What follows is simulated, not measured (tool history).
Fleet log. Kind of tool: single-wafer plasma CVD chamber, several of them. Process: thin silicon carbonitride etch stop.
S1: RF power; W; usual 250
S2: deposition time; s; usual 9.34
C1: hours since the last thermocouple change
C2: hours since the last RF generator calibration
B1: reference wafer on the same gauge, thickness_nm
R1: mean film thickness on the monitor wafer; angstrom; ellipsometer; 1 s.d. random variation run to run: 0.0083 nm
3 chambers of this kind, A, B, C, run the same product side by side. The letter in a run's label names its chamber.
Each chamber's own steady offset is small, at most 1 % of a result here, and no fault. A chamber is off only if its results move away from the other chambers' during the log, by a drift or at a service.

run,hour,S1,S2,C1,C2,B1,R1
1A,5.7,250,9.34,56.5,332.4,6.4808,57.298
2C,10.9,250,9.34,907.3,606.2,6.4831,57.162
3B,15.9,250,9.34,115.7,1001.2,6.4812,57.085
4C,26.2,250,9.34,922.6,621.5,6.4839,57.113
5A,33.7,205,9.34,84.5,360.4,6.4859,54.177
6B,43.3,205,9.34,143.1,1028.6,6.4843,53.843
7C,50.7,205,9.34,947.1,646,6.4868,53.93
8A,59.6,250,9.34,110.4,386.3,6.4875,57.431
9B,68.2,250,9.34,168,1053.5,6.489,56.998
10B,76.5,250,8.16,176.3,1061.8,6.4879,49.929
11A,85.6,250,8.16,136.4,412.3,6.49,50.299
12C,91.7,250,8.16,988.1,687,6.4902,49.9
13B,100.8,250,9.34,200.6,1086.1,6.4913,57.049
14C,105.8,250,9.34,1002.2,701.1,6.4911,57.135
15A,115.6,250,9.34,166.4,442.3,6.4936,57.523
16C,120.7,250,9.34,1017.1,716,6.4961,57.091
17B,126.5,250,9.34,226.3,1111.8,6.4951,57.102
18A,136.4,250,9.34,187.2,463.1,6.4968,57.563
19B,141.9,210,8.33,241.7,1127.2,6.4972,48.576
20A,148.3,210,8.33,199.1,475,6.4984,48.767
21C,154.4,210,8.33,1050.8,749.7,6.4971,48.519
22B,163.4,250,9.34,263.2,1148.7,6.5002,57.081
23A,168.5,250,9.34,219.3,495.2,6.5026,57.468
24C,174.9,250,9.34,1071.3,770.2,6.5,57.275
25B,184,250,9.34,283.8,1169.3,6.5022,57.232
26A,191.2,210,10.22,242,517.9,6.5018,59.71
27C,197.8,210,10.22,1094.2,793.1,6.5025,59.63
28B,203.7,210,10.22,303.5,1189,6.505,59.413
29C,214,210,9.9,1110.4,809.3,6.5027,57.672
30A,220.1,210,9.9,270.9,546.8,6.5074,57.799
31C,225.4,210,9.9,1121.8,820.7,6.5067,57.631
32A,233,250,9.34,283.8,559.7,6.5072,57.607
33B,237.5,250,9.34,337.3,1222.8,6.5086,57.301
34B,244.3,250,9.34,344.1,1229.6,6.5101,57.287
35C,250.4,250,9.34,1146.8,845.7,6.5102,57.307
36A,256.9,250,9.34,307.7,583.6,6.509,57.699
37A,265,250,9.34,315.8,591.7,6.5122,57.622
38B,274.3,290,10.15,374.1,1259.6,6.513,65.078
39C,280.3,290,10.15,1176.7,875.6,6.5128,65.238
40B,285.6,290,10.15,385.4,1270.9,6.5118,65.139
41C,294.5,250,9.34,1190.9,889.8,6.5164,57.251
42A,303,250,9.34,353.8,629.7,6.5183,57.721
43C,313.1,250,9.34,1209.5,908.4,6.5197,57.349

Decide between three cases: one chamber stands off from its peers, the gauge reading all wafers drifts, or nothing is wrong past each chamber's small offset. Where a chamber is off, say which and what most likely put it there.

It is the gauge, not a chamber: its drift shows up in every chamber's results at once, and no chamber is off.
Most likely cause: gauge reads high (%) = 0.594.

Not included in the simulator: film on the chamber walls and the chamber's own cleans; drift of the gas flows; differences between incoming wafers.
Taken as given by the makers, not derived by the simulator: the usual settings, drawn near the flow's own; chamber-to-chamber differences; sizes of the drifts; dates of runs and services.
